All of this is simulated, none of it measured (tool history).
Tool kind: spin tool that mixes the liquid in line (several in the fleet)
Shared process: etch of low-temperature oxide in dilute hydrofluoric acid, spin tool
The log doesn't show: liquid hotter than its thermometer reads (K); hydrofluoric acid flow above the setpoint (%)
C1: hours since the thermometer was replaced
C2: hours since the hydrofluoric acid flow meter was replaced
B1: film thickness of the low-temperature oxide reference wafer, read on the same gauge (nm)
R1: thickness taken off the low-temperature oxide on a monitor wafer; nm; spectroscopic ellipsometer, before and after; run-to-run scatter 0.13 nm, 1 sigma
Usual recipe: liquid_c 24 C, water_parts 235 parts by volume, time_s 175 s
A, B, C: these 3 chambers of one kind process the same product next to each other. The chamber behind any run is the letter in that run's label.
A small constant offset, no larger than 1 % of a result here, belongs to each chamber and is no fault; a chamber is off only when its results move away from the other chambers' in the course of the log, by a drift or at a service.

{"run": "1A", "hour": 6.9, "liquid_c": 24, "water_parts": 235, "time_s": 175, "C1": 945.8, "C2": 623.1, "B1": 100.02, "R1": 15.054}
{"run": "2C", "hour": 11.3, "liquid_c": 24, "water_parts": 235, "time_s": 175, "C1": 859.8, "C2": 88.4, "B1": 99.986, "R1": 14.587}
{"run": "3B", "hour": 19.8, "liquid_c": 24, "water_parts": 235, "time_s": 175, "C1": 1146.9, "C2": 1525.3, "B1": 100.02, "R1": 14.778}
{"run": "4A", "hour": 25.5, "liquid_c": 24, "water_parts": 235, "time_s": 175, "C1": 964.4, "C2": 641.7, "B1": 100.02, "R1": 14.802}
{"run": "5B", "hour": 30.6, "liquid_c": 24, "water_parts": 235, "time_s": 175, "C1": 1157.7, "C2": 1536.1, "B1": 100.03, "R1": 14.813}
{"run": "6C", "hour": 39.1, "liquid_c": 24, "water_parts": 235, "time_s": 175, "C1": 887.6, "C2": 116.2, "B1": 99.978, "R1": 15.338}
{"run": "7C", "hour": 45.8, "liquid_c": 24, "water_parts": 235, "time_s": 175, "C1": 894.3, "C2": 122.9, "B1": 100.01, "R1": 15.05}
{"run": "8B", "hour": 51.2, "liquid_c": 24, "water_parts": 235, "time_s": 175, "C1": 1178.3, "C2": 1556.7, "B1": 99.98, "R1": 14.824}
{"run": "9A", "hour": 56.9, "liquid_c": 24, "water_parts": 175, "time_s": 210, "C1": 995.8, "C2": 673.1, "B1": 100.02, "R1": 25.563}
{"run": "10C", "hour": 64.7, "liquid_c": 24, "water_parts": 175, "time_s": 210, "C1": 913.2, "C2": 141.8, "B1": 100.01, "R1": 26.097}
{"run": "11B", "hour": 71.9, "liquid_c": 24, "water_parts": 175, "time_s": 210, "C1": 1199, "C2": 1577.4, "B1": 100.01, "R1": 25.543}
{"run": "12A", "hour": 79.7, "liquid_c": 27, "water_parts": 235, "time_s": 175, "C1": 1018.6, "C2": 695.9, "B1": 99.98, "R1": 16.632}
{"run": "13B", "hour": 86.8, "liquid_c": 27, "water_parts": 235, "time_s": 175, "C1": 1213.9, "C2": 1592.3, "B1": 100.03, "R1": 16.218}
{"run": "14A", "hour": 93.5, "liquid_c": 27, "water_parts": 235, "time_s": 175, "C1": 1032.4, "C2": 709.7, "B1": 100.02, "R1": 16.781}
{"run": "15C", "hour": 98.3, "liquid_c": 24, "water_parts": 235, "time_s": 175, "C1": 946.8, "C2": 175.4, "B1": 100.01, "R1": 15.451}
{"run": "16A", "hour": 102.1, "liquid_c": 24, "water_parts": 235, "time_s": 175, "C1": 1041, "C2": 718.3, "B1": 99.954, "R1": 14.96}
{"run": "17C", "hour": 106.7, "liquid_c": 24, "water_parts": 235, "time_s": 175, "C1": 955.2, "C2": 183.8, "B1": 100.04, "R1": 15.491}
{"run": "18B", "hour": 113.3, "liquid_c": 24, "water_parts": 235, "time_s": 175, "C1": 1240.4, "C2": 1618.8, "B1": 100.03, "R1": 14.524}
{"run": "19B", "hour": 119.4, "liquid_c": 24, "water_parts": 235, "time_s": 175, "C1": 1246.5, "C2": 1624.9, "B1": 100.03, "R1": 14.768}
{"run": "20C", "hour": 126.4, "liquid_c": 24, "water_parts": 310, "time_s": 175, "C1": 974.9, "C2": 203.5, "B1": 100.06, "R1": 10.957}
{"run": "21A", "hour": 134.2, "liquid_c": 24, "water_parts": 310, "time_s": 175, "C1": 1073.1, "C2": 750.4, "B1": 100.01, "R1": 10.461}
{"run": "22A", "hour": 140.4, "liquid_c": 24, "water_parts": 310, "time_s": 175, "C1": 1079.3, "C2": 756.6, "B1": 99.992, "R1": 10.459}
{"run": "23B", "hour": 147.8, "liquid_c": 24, "water_parts": 235, "time_s": 255, "C1": 1274.9, "C2": 1653.3, "B1": 99.978, "R1": 21.381}

Does one chamber stand apart from the rest, does the shared gauge drift, or is all well apart from small per-chamber offsets? Give the chamber and the most likely cause, where there is one.

Chamber C drifts away from the others.
Most likely cause: liquid hotter than its thermometer reads (K) = 1.72.
From this log alone, it may not be told apart from: hydrofluoric acid flow above the setpoint (%).

Below are 4 candidate recipes for chamber C's next run, each the usual settings with a change, their results shown as question marks. Which of them brings C's results back in line with what the other chambers give on the usual settings?
In-line tolerance around the mean of the other chambers on the usual settings: R1 0.47 nm
{"run": "24C-1", "hour": 153.9, "liquid_c": 24, "water_parts": 260, "time_s": 175, "R1": "?"}
{"run": "24C-2", "hour": 153.9, "liquid_c": 24, "water_parts": 215, "time_s": 175, "R1": "?"}
{"run": "24C-3", "hour": 153.9, "liquid_c": 24, "water_parts": 225, "time_s": 175, "R1": "?"}
{"run": "24C-4", "hour": 153.9, "liquid_c": 24, "water_parts": 245, "time_s": 175, "R1": "?"}

On the usual settings, the other chambers give on average: R1 14.858 nm
run=24C-1 R1=13.89
run=24C-2 R1=17.636
run=24C-3 R1=16.667
run=24C-4 R1=14.978
24C-4 brings the chamber back in line.
